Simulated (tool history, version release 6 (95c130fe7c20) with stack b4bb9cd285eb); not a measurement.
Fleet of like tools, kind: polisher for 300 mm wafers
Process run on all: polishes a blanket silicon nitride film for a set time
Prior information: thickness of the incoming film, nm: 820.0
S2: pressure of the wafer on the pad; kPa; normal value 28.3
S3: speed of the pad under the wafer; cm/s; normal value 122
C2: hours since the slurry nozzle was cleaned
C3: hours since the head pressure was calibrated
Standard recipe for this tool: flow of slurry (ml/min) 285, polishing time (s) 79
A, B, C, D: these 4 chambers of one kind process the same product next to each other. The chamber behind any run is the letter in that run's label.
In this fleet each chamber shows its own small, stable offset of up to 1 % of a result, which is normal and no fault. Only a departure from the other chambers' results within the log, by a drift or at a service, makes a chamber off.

{"hour": 9.4, "done": "chamber D: worn pad replaced by a new one"}
{"run": "1A", "hour": 9.9, "flow of slurry (ml/min)": 285, "S2": 28.3, "S3": 122, "polishing time (s)": 79, "wafers polished on this pad": 177, "C2": 165.2, "C3": 86.9, "film removed (nm)": 150.69}
{"run": "2D", "hour": 16.7, "flow of slurry (ml/min)": 285, "S2": 28.3, "S3": 122, "polishing time (s)": 79, "wafers polished on this pad": 62, "C2": 646.3, "C3": 288.5, "film removed (nm)": 156.22}
{"run": "3B", "hour": 25.2, "flow of slurry (ml/min)": 285, "S2": 28.3, "S3": 122, "polishing time (s)": 79, "wafers polished on this pad": 634, "C2": 303.6, "C3": 352.7, "film removed (nm)": 154.95}
{"run": "4C", "hour": 35.6, "flow of slurry (ml/min)": 285, "S2": 28.3, "S3": 122, "polishing time (s)": 79, "wafers polished on this pad": 686, "C2": 253.7, "C3": 661.3, "film removed (nm)": 153.07}
{"run": "5A", "hour": 42.8, "flow of slurry (ml/min)": 285, "S2": 28.3, "S3": 122, "polishing time (s)": 79, "wafers polished on this pad": 457, "C2": 198.1, "C3": 119.8, "film removed (nm)": 153.23}
{"run": "6C", "hour": 52.0, "flow of slurry (ml/min)": 285, "S2": 28.3, "S3": 122, "polishing time (s)": 79, "wafers polished on this pad": 826, "C2": 270.1, "C3": 677.7, "film removed (nm)": 156.36}
{"hour": 53.6, "done": "chamber C: worn pad replaced by a new one"}
{"hour": 56.5, "done": "chamber B: worn pad replaced by a new one"}
{"run": "7D", "hour": 58.1, "flow of slurry (ml/min)": 285, "S2": 28.3, "S3": 122, "polishing time (s)": 79, "wafers polished on this pad": 414, "C2": 687.7, "C3": 329.9, "film removed (nm)": 155.84}
{"run": "8B", "hour": 65.2, "flow of slurry (ml/min)": 285, "S2": 33.1, "S3": 122, "polishing time (s)": 91, "wafers polished on this pad": 74, "C2": 343.6, "C3": 392.7, "film removed (nm)": 209.14}
{"run": "9B", "hour": 71.4, "flow of slurry (ml/min)": 285, "S2": 33.1, "S3": 122, "polishing time (s)": 91, "wafers polished on this pad": 126, "C2": 349.8, "C3": 398.9, "film removed (nm)": 207.89}
{"run": "10C", "hour": 82.4, "flow of slurry (ml/min)": 285, "S2": 33.1, "S3": 122, "polishing time (s)": 91, "wafers polished on this pad": 245, "C2": 300.5, "C3": 708.1, "film removed (nm)": 209.96}
{"run": "11D", "hour": 88.1, "flow of slurry (ml/min)": 285, "S2": 33.1, "S3": 122, "polishing time (s)": 91, "wafers polished on this pad": 669, "C2": 717.7, "C3": 359.9, "film removed (nm)": 205.66}
{"run": "12A", "hour": 98.7, "flow of slurry (ml/min)": 285, "S2": 28.3, "S3": 122, "polishing time (s)": 79, "wafers polished on this pad": 932, "C2": 254.0, "C3": 175.7, "film removed (nm)": 154.36}
{"hour": 102.1, "done": "chamber C: slurry nozzle cleaned"}
{"run": "13D", "hour": 104.5, "flow of slurry (ml/min)": 285, "S2": 28.3, "S3": 122, "polishing time (s)": 66, "wafers polished on this pad": 808, "C2": 734.1, "C3": 376.3, "film removed (nm)": 129.67}
{"run": "14C", "hour": 112.1, "flow of slurry (ml/min)": 285, "S2": 28.3, "S3": 122, "polishing time (s)": 66, "wafers polished on this pad": 497, "C2": 10.1, "C3": 737.8, "film removed (nm)": 128.56}
{"run": "15A", "hour": 120.9, "flow of slurry (ml/min)": 285, "S2": 28.3, "S3": 122, "polishing time (s)": 66, "wafers polished on this pad": 1120, "C2": 276.2, "C3": 197.9, "film removed (nm)": 126.77}
{"hour": 124.7, "done": "chamber A: worn pad replaced by a new one"}
{"run": "16B", "hour": 130.1, "flow of slurry (ml/min)": 285, "S2": 28.3, "S3": 122, "polishing time (s)": 66, "wafers polished on this pad": 625, "C2": 408.5, "C3": 457.6, "film removed (nm)": 128.17}
{"run": "17C", "hour": 137.1, "flow of slurry (ml/min)": 285, "S2": 28.3, "S3": 122, "polishing time (s)": 79, "wafers polished on this pad": 709, "C2": 35.1, "C3": 762.8, "film removed (nm)": 151.89}
{"hour": 142.8, "done": "chamber D: slurry nozzle cleaned"}
{"hour": 146.8, "done": "chamber B: worn pad replaced by a new one"}
{"run": "18A", "hour": 148.3, "flow of slurry (ml/min)": 285, "S2": 28.3, "S3": 122, "polishing time (s)": 79, "wafers polished on this pad": 200, "C2": 303.6, "C3": 225.3, "film removed (nm)": 154.03}
{"run": "19D", "hour": 154.8, "flow of slurry (ml/min)": 285, "S2": 22.1, "S3": 122, "polishing time (s)": 61, "wafers polished on this pad": 1235, "C2": 12.0, "C3": 426.6, "film removed (nm)": 93.879}
{"run": "20B", "hour": 163.7, "flow of slurry (ml/min)": 285, "S2": 22.1, "S3": 122, "polishing time (s)": 61, "wafers polished on this pad": 143, "C2": 442.1, "C3": 491.2, "film removed (nm)": 90.888}
{"hour": 171.0, "done": "chamber C: worn pad replaced by a new one"}
{"hour": 172.0, "done": "chamber D: worn pad replaced by a new one"}
{"run": "21C", "hour": 173.1, "flow of slurry (ml/min)": 285, "S2": 22.1, "S3": 122, "polishing time (s)": 61, "wafers polished on this pad": 17, "C2": 71.1, "C3": 798.8, "film removed (nm)": 91.596}
{"run": "22A", "hour": 182.5, "flow of slurry (ml/min)": 285, "S2": 22.1, "S3": 122, "polishing time (s)": 61, "wafers polished on this pad": 491, "C2": 337.8, "C3": 259.5, "film removed (nm)": 92.917}
{"run": "23D", "hour": 193.2, "flow of slurry (ml/min)": 285, "S2": 28.3, "S3": 100, "polishing time (s)": 79, "wafers polished on this pad": 180, "C2": 50.4, "C3": 465.0, "film removed (nm)": 132.01}
{"run": "24B", "hour": 202.2, "flow of slurry (ml/min)": 285, "S2": 28.3, "S3": 100, "polishing time (s)": 79, "wafers polished on this pad": 470, "C2": 480.6, "C3": 529.7, "film removed (nm)": 131.2}
{"run": "25C", "hour": 207.7, "flow of slurry (ml/min)": 285, "S2": 28.3, "S3": 100, "polishing time (s)": 79, "wafers polished on this pad": 311, "C2": 105.7, "C3": 833.4, "film removed (nm)": 131.22}
{"run": "26D", "hour": 214.5, "flow of slurry (ml/min)": 285, "S2": 28.3, "S3": 100, "polishing time (s)": 79, "wafers polished on this pad": 361, "C2": 71.7, "C3": 486.3, "film removed (nm)": 132.53}
{"run": "27A", "hour": 221.2, "flow of slurry (ml/min)": 285, "S2": 28.3, "S3": 122, "polishing time (s)": 79, "wafers polished on this pad": 820, "C2": 376.5, "C3": 298.2, "film removed (nm)": 154.52}
{"run": "28B", "hour": 228.0, "flow of slurry (ml/min)": 285, "S2": 28.3, "S3": 122, "polishing time (s)": 79, "wafers polished on this pad": 689, "C2": 506.4, "C3": 555.5, "film removed (nm)": 153.55}
{"run": "29B", "hour": 235.1, "flow of slurry (ml/min)": 285, "S2": 28.3, "S3": 122, "polishing time (s)": 79, "wafers polished on this pad": 750, "C2": 513.5, "C3": 562.6, "film removed (nm)": 153.42}
{"hour": 242.0, "done": "chamber B: worn pad replaced by a new one"}
{"hour": 242.5, "done": "chamber B: head pressure recalibrated"}
{"run": "30D", "hour": 244.3, "flow of slurry (ml/min)": 285, "S2": 28.3, "S3": 122, "polishing time (s)": 91, "wafers polished on this pad": 614, "C2": 101.5, "C3": 516.1, "film removed (nm)": 176.78}
{"run": "31A", "hour": 250.4, "flow of slurry (ml/min)": 285, "S2": 28.3, "S3": 122, "polishing time (s)": 91, "wafers polished on this pad": 1068, "C2": 405.7, "C3": 327.4, "film removed (nm)": 174.48}
{"hour": 257.2, "done": "chamber A: worn pad replaced by a new one"}
{"run": "32C", "hour": 261.6, "flow of slurry (ml/min)": 285, "S2": 28.3, "S3": 122, "polishing time (s)": 91, "wafers polished on this pad": 769, "C2": 159.6, "C3": 887.3, "film removed (nm)": 177.06}
{"run": "33C", "hour": 273.8, "flow of slurry (ml/min)": 285, "S2": 28.3, "S3": 122, "polishing time (s)": 91, "wafers polished on this pad": 873, "C2": 171.8, "C3": 899.5, "film removed (nm)": 179.98}
{"run": "34D", "hour": 281.8, "flow of slurry (ml/min)": 285, "S2": 28.3, "S3": 122, "polishing time (s)": 79, "wafers polished on this pad": 932, "C2": 139.0, "C3": 553.6, "film removed (nm)": 155.21}
{"hour": 282.8, "done": "chamber C: worn pad replaced by a new one"}
{"hour": 285.1, "done": "chamber A: head pressure recalibrated"}
{"run": "35A", "hour": 287.4, "flow of slurry (ml/min)": 285, "S2": 28.3, "S3": 122, "polishing time (s)": 79, "wafers polished on this pad": 257, "C2": 442.7, "C3": 2.3, "film removed (nm)": 152.64}
{"run": "36B", "hour": 296.6, "flow of slurry (ml/min)": 285, "S2": 28.3, "S3": 122, "polishing time (s)": 79, "wafers polished on this pad": 464, "C2": 575.0, "C3": 54.1, "film removed (nm)": 152.28}
{"run": "37D", "hour": 305.4, "flow of slurry (ml/min)": 285, "S2": 28.3, "S3": 122, "polishing time (s)": 79, "wafers polished on this pad": 1133, "C2": 162.6, "C3": 577.2, "film removed (nm)": 157.85}
{"run": "38C", "hour": 311.4, "flow of slurry (ml/min)": 285, "S2": 28.3, "S3": 122, "polishing time (s)": 79, "wafers polished on this pad": 243, "C2": 209.4, "C3": 937.1, "film removed (nm)": 155.46}
{"run": "39B", "hour": 319.3, "flow of slurry (ml/min)": 285, "S2": 28.3, "S3": 122, "polishing time (s)": 79, "wafers polished on this pad": 657, "C2": 597.7, "C3": 76.8, "film removed (nm)": 150.14}
{"run": "40A", "hour": 330.3, "flow of slurry (ml/min)": 345, "S2": 28.3, "S3": 122, "polishing time (s)": 102, "wafers polished on this pad": 621, "C2": 485.6, "C3": 45.2, "film removed (nm)": 202.06}
{"hour": 334.7, "done": "chamber B: worn pad replaced by a new one"}
{"run": "41D", "hour": 336.6, "flow of slurry (ml/min)": 345, "S2": 28.3, "S3": 122, "polishing time (s)": 102, "wafers polished on this pad": 1398, "C2": 193.8, "C3": 608.4, "film removed (nm)": 203.81}
{"run": "42C", "hour": 347.7, "flow of slurry (ml/min)": 345, "S2": 28.3, "S3": 122, "polishing time (s)": 102, "wafers polished on this pad": 551, "C2": 245.7, "C3": 973.4, "film removed (nm)": 204.76}
{"run": "43B", "hour": 357.6, "flow of slurry (ml/min)": 345, "S2": 28.3, "S3": 122, "polishing time (s)": 102, "wafers polished on this pad": 195, "C2": 636.0, "C3": 115.1, "film removed (nm)": 200.27}

Is one chamber out of step, is the gauge drifting, or do the chambers differ by no more than their own small offsets? For an off chamber, give its letter and the likeliest cause.

Neither any chamber nor the gauge drifts; the chambers differ only by their own small, steady offsets.
